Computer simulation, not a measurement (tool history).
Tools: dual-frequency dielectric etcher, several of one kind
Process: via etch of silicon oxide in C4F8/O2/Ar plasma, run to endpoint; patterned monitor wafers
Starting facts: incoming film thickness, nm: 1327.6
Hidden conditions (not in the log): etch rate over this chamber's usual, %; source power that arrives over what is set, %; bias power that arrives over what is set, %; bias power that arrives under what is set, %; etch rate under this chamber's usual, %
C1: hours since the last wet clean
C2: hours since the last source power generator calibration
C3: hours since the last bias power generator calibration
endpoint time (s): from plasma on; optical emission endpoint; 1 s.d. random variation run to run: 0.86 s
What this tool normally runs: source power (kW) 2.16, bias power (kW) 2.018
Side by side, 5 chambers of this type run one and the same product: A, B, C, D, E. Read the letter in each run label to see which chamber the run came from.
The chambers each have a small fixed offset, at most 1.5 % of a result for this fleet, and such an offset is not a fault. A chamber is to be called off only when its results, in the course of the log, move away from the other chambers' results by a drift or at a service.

{"run": "1B", "hour": 12.6, "source power (kW)": 2.16, "bias power (kW)": 2.018, "C1": 249.2, "C2": 1012.9, "C3": 175.6, "endpoint time (s)": 247.91}
{"run": "2C", "hour": 24.9, "source power (kW)": 2.16, "bias power (kW)": 2.018, "C1": 416.2, "C2": 1556.4, "C3": 1988.5, "endpoint time (s)": 252}
{"run": "3D", "hour": 37.7, "source power (kW)": 2.16, "bias power (kW)": 2.018, "C1": 255.1, "C2": 683.5, "C3": 870.9, "endpoint time (s)": 253.08}
{"run": "4E", "hour": 46.4, "source power (kW)": 2.16, "bias power (kW)": 2.018, "C1": 219.9, "C2": 2489.1, "C3": 3629.7, "endpoint time (s)": 253.55}
{"run": "5A", "hour": 62.0, "source power (kW)": 2.16, "bias power (kW)": 2.018, "C1": 258.1, "C2": 2341.8, "C3": 137, "endpoint time (s)": 253.26}
{"run": "6C", "hour": 69.6, "source power (kW)": 1.78, "bias power (kW)": 1.629, "C1": 460.9, "C2": 1601.1, "C3": 2033.2, "endpoint time (s)": 291.3}
{"run": "7E", "hour": 83.4, "source power (kW)": 1.78, "bias power (kW)": 1.629, "C1": 256.9, "C2": 2526.1, "C3": 3666.7, "endpoint time (s)": 291.58}
{"hour": 84.8, "done": "chamber C: wet clean of the chamber"}
{"run": "8B", "hour": 93.7, "source power (kW)": 1.78, "bias power (kW)": 1.629, "C1": 330.3, "C2": 1094, "C3": 256.7, "endpoint time (s)": 288.96}
{"run": "9A", "hour": 108.5, "source power (kW)": 1.78, "bias power (kW)": 1.629, "C1": 304.6, "C2": 2388.3, "C3": 183.5, "endpoint time (s)": 292.54}
{"run": "10D", "hour": 117.5, "source power (kW)": 1.78, "bias power (kW)": 1.629, "C1": 334.9, "C2": 763.3, "C3": 950.7, "endpoint time (s)": 290.85}
{"run": "11B", "hour": 128.2, "source power (kW)": 2.16, "bias power (kW)": 2.018, "C1": 364.8, "C2": 1128.5, "C3": 291.2, "endpoint time (s)": 249.24}
{"run": "12D", "hour": 136.6, "source power (kW)": 2.16, "bias power (kW)": 2.018, "C1": 354, "C2": 782.4, "C3": 969.8, "endpoint time (s)": 253.99}
{"run": "13A", "hour": 152.6, "source power (kW)": 2.16, "bias power (kW)": 2.018, "C1": 348.7, "C2": 2432.4, "C3": 227.6, "endpoint time (s)": 253.75}
{"run": "14C", "hour": 166.0, "source power (kW)": 2.16, "bias power (kW)": 2.018, "C1": 81.2, "C2": 1697.5, "C3": 2129.6, "endpoint time (s)": 251.86}
{"run": "15E", "hour": 179.7, "source power (kW)": 2.16, "bias power (kW)": 2.018, "C1": 353.2, "C2": 2622.4, "C3": 3763, "endpoint time (s)": 253.47}
{"run": "16E", "hour": 193.5, "source power (kW)": 2.16, "bias power (kW)": 2.018, "C1": 367, "C2": 2636.2, "C3": 3776.8, "endpoint time (s)": 255.01}
{"hour": 194.9, "done": "chamber A: wet clean of the chamber"}
{"run": "17A", "hour": 207.2, "source power (kW)": 2.16, "bias power (kW)": 2.018, "C1": 12.3, "C2": 2487, "C3": 282.2, "endpoint time (s)": 254.13}
{"run": "18C", "hour": 221.3, "source power (kW)": 2.16, "bias power (kW)": 2.018, "C1": 136.5, "C2": 1752.8, "C3": 2184.9, "endpoint time (s)": 254.49}
{"run": "19B", "hour": 232.9, "source power (kW)": 2.16, "bias power (kW)": 2.018, "C1": 469.5, "C2": 1233.2, "C3": 395.9, "endpoint time (s)": 250.57}
{"run": "20D", "hour": 244.0, "source power (kW)": 2.16, "bias power (kW)": 2.018, "C1": 461.4, "C2": 889.8, "C3": 1077.2, "endpoint time (s)": 249.76}
{"run": "21C", "hour": 255.0, "source power (kW)": 2.16, "bias power (kW)": 2.018, "C1": 170.2, "C2": 1786.5, "C3": 2218.6, "endpoint time (s)": 252.66}
{"run": "22D", "hour": 270.9, "source power (kW)": 2.16, "bias power (kW)": 2.018, "C1": 488.3, "C2": 916.7, "C3": 1104.1, "endpoint time (s)": 251.4}
{"run": "23A", "hour": 280.9, "source power (kW)": 2.16, "bias power (kW)": 2.018, "C1": 86, "C2": 2560.7, "C3": 355.9, "endpoint time (s)": 253.93}
{"run": "24E", "hour": 294.5, "source power (kW)": 2.16, "bias power (kW)": 2.018, "C1": 468, "C2": 2737.2, "C3": 3877.8, "endpoint time (s)": 254.26}
{"run": "25B", "hour": 305.8, "source power (kW)": 2.57, "bias power (kW)": 2.237, "C1": 542.4, "C2": 1306.1, "C3": 468.8, "endpoint time (s)": 227.65}
{"run": "26E", "hour": 319.1, "source power (kW)": 2.57, "bias power (kW)": 2.237, "C1": 492.6, "C2": 2761.8, "C3": 3902.4, "endpoint time (s)": 229.47}
{"run": "27C", "hour": 327.0, "source power (kW)": 2.57, "bias power (kW)": 2.237, "C1": 242.2, "C2": 1858.5, "C3": 2290.6, "endpoint time (s)": 229.3}
{"run": "28B", "hour": 342.8, "source power (kW)": 2.57, "bias power (kW)": 2.237, "C1": 579.4, "C2": 1343.1, "C3": 505.8, "endpoint time (s)": 227.15}
{"run": "29A", "hour": 358.8, "source power (kW)": 2.57, "bias power (kW)": 2.237, "C1": 163.9, "C2": 2638.6, "C3": 433.8, "endpoint time (s)": 230.67}
{"run": "30D", "hour": 372.5, "source power (kW)": 2.16, "bias power (kW)": 2.018, "C1": 589.9, "C2": 1018.3, "C3": 1205.7, "endpoint time (s)": 251.23}
{"run": "31A", "hour": 383.5, "source power (kW)": 2.16, "bias power (kW)": 2.349, "C1": 188.6, "C2": 2663.3, "C3": 458.5, "endpoint time (s)": 242.69}
{"run": "32B", "hour": 394.8, "source power (kW)": 2.16, "bias power (kW)": 2.349, "C1": 631.4, "C2": 1395.1, "C3": 557.8, "endpoint time (s)": 240.62}
{"hour": 396.7, "done": "chamber E: wet clean of the chamber"}
{"run": "33E", "hour": 403.0, "source power (kW)": 2.16, "bias power (kW)": 2.349, "C1": 6.3, "C2": 2845.7, "C3": 3986.3, "endpoint time (s)": 242.3}
{"hour": 406.7, "done": "chamber D: wet clean of the chamber"}
{"run": "34C", "hour": 418.6, "source power (kW)": 2.16, "bias power (kW)": 2.349, "C1": 333.8, "C2": 1950.1, "C3": 2382.2, "endpoint time (s)": 242.17}
{"hour": 419.2, "done": "chamber B: wet clean of the chamber"}
{"run": "35D", "hour": 427.2, "source power (kW)": 2.16, "bias power (kW)": 2.349, "C1": 20.5, "C2": 1073, "C3": 1260.4, "endpoint time (s)": 239.28}
{"run": "36D", "hour": 439.2, "source power (kW)": 2.16, "bias power (kW)": 2.018, "C1": 32.5, "C2": 1085, "C3": 1272.4, "endpoint time (s)": 249.19}
{"run": "37C", "hour": 453.6, "source power (kW)": 2.16, "bias power (kW)": 2.018, "C1": 368.8, "C2": 1985.1, "C3": 2417.2, "endpoint time (s)": 252.21}
{"run": "38B", "hour": 470.0, "source power (kW)": 2.16, "bias power (kW)": 2.018, "C1": 50.9, "C2": 1470.3, "C3": 633, "endpoint time (s)": 249.97}
{"run": "39E", "hour": 485.3, "source power (kW)": 2.16, "bias power (kW)": 2.018, "C1": 88.6, "C2": 2928, "C3": 4068.6, "endpoint time (s)": 254.47}

Next, every chamber runs the same settings. What will each give?
{"run": "40A", "hour": 497.2, "source power (kW)": 2.16, "bias power (kW)": 2.018, "endpoint time (s)": "?"}
{"run": "40B", "hour": 497.2, "source power (kW)": 2.16, "bias power (kW)": 2.018, "endpoint time (s)": "?"}
{"run": "40C", "hour": 497.2, "source power (kW)": 2.16, "bias power (kW)": 2.018, "endpoint time (s)": "?"}
{"run": "40D", "hour": 497.2, "source power (kW)": 2.16, "bias power (kW)": 2.018, "endpoint time (s)": "?"}
{"run": "40E", "hour": 497.2, "source power (kW)": 2.16, "bias power (kW)": 2.018, "endpoint time (s)": "?"}

run=40A endpoint_time_(s)=255.13
run=40B endpoint_time_(s)=250.73
run=40C endpoint_time_(s)=252.77
run=40D endpoint_time_(s)=248.16
run=40E endpoint_time_(s)=252.66
